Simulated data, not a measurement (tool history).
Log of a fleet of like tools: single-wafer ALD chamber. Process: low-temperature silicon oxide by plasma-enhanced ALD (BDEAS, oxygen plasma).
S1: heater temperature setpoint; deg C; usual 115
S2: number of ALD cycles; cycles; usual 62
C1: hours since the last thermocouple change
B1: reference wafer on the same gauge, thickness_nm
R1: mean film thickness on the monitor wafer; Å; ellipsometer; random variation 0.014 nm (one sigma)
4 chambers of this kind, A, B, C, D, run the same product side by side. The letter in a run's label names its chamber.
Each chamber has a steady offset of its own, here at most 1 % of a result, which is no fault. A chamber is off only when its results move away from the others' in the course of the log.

run 1B hour=8.1 | S1=115 S2=62 | C1=1487 | B1=10.206 | R1=86.087
run 2A hour=14.9 | S1=115 S2=62 | C1=694.6 | B1=10.207 | R1=86.829
run 3D hour=21 | S1=115 S2=62 | C1=1238.8 | B1=10.205 | R1=85.292
run 4C hour=30.2 | S1=115 S2=62 | C1=1274.1 | B1=10.203 | R1=85.998
run 5B hour=38.2 | S1=115 S2=62 | C1=1517.1 | B1=10.205 | R1=86.111
run 6C hour=42.5 | S1=115 S2=62 | C1=1286.4 | B1=10.203 | R1=86.149
run 7D hour=49.8 | S1=115 S2=62 | C1=1267.6 | B1=10.201 | R1=85.353
run 8A hour=57.5 | S1=115 S2=62 | C1=737.2 | B1=10.199 | R1=86.662
run 9C hour=66.2 | S1=107 S2=58 | C1=1310.1 | B1=10.199 | R1=81.675
run 10B hour=71.2 | S1=107 S2=58 | C1=1550.1 | B1=10.196 | R1=81.451
run 11D hour=76.7 | S1=107 S2=58 | C1=1294.5 | B1=10.196 | R1=80.871
run 12A hour=84.9 | S1=107 S2=58 | C1=764.6 | B1=10.194 | R1=82.274
run 13A hour=92.7 | S1=115 S2=62 | C1=772.4 | B1=10.193 | R1=86.437
run 14B hour=98.1 | S1=115 S2=62 | C1=1577 | B1=10.187 | R1=85.901
run 15C hour=106.3 | S1=115 S2=62 | C1=1350.2 | B1=10.188 | R1=85.942
run 16D hour=114.5 | S1=115 S2=62 | C1=1332.3 | B1=10.186 | R1=85.086
run 17B hour=121.6 | S1=115 S2=62 | C1=1600.5 | B1=10.185 | R1=85.828
run 18D hour=129.2 | S1=100 S2=62 | C1=1347 | B1=10.181 | R1=87.668
run 19C hour=137.9 | S1=100 S2=62 | C1=1381.8 | B1=10.179 | R1=88.288
run 20A hour=144.2 | S1=100 S2=62 | C1=823.9 | B1=10.181 | R1=88.975
run 21D hour=154 | S1=100 S2=62 | C1=1371.8 | B1=10.177 | R1=87.078
run 22A hour=161.1 | S1=108 S2=62 | C1=840.8 | B1=10.178 | R1=87.615
run 23B hour=169.5 | S1=108 S2=62 | C1=1648.4 | B1=10.176 | R1=86.84
run 24C hour=178.5 | S1=108 S2=62 | C1=1422.4 | B1=10.168 | R1=86.771
run 25C hour=187.9 | S1=108 S2=62 | C1=1431.8 | B1=10.168 | R1=86.887
run 26D hour=193.7 | S1=115 S2=62 | C1=1411.5 | B1=10.171 | R1=84.937
run 27B hour=200.5 | S1=115 S2=62 | C1=1679.4 | B1=10.168 | R1=85.646
run 28A hour=204.8 | S1=115 S2=62 | C1=884.5 | B1=10.171 | R1=86.261
-- hour=210.8 chamber A: thermocouple changed; heater temperature recalibrated
-- hour=212 chamber D: thermocouple changed; heater temperature recalibrated
run 29D hour=213.8 | S1=115 S2=62 | C1=1.8 | B1=10.163 | R1=85.082
run 30B hour=221.7 | S1=115 S2=62 | C1=1700.6 | B1=10.166 | R1=85.646
run 31C hour=230.5 | S1=115 S2=62 | C1=1474.4 | B1=10.159 | R1=85.828
run 32A hour=240.2 | S1=115 S2=62 | C1=29.5 | B1=10.16 | R1=86.21
run 33C hour=248.7 | S1=115 S2=62 | C1=1492.6 | B1=10.161 | R1=85.852
run 34B hour=255 | S1=115 S2=62 | C1=1733.9 | B1=10.158 | R1=85.702
run 35A hour=263.8 | S1=115 S2=62 | C1=53.1 | B1=10.153 | R1=86.144
run 36D hour=269.9 | S1=115 S2=62 | C1=57.9 | B1=10.152 | R1=84.914
run 37D hour=274.1 | S1=124 S2=62 | C1=62.1 | B1=10.156 | R1=83.738
run 38C hour=281.7 | S1=124 S2=62 | C1=1525.6 | B1=10.15 | R1=84.225
run 39B hour=289.9 | S1=124 S2=62 | C1=1768.8 | B1=10.154 | R1=84.182
run 40A hour=298.6 | S1=124 S2=62 | C1=87.9 | B1=10.147 | R1=84.449
run 41D hour=305.8 | S1=115 S2=62 | C1=93.8 | B1=10.143 | R1=84.598
run 42A hour=311.2 | S1=110 S2=68 | C1=100.5 | B1=10.145 | R1=95.39

Next, every chamber runs the same settings. What will each give?
run 43A hour=318.2 | S1=106 S2=62 | R1=?
run 43B hour=318.2 | S1=106 S2=62 | R1=?
run 43C hour=318.2 | S1=106 S2=62 | R1=?
run 43D hour=318.2 | S1=106 S2=62 | R1=?

run=43A R1=87.477
run=43B R1=87.011
run=43C R1=86.793
run=43D R1=86.433
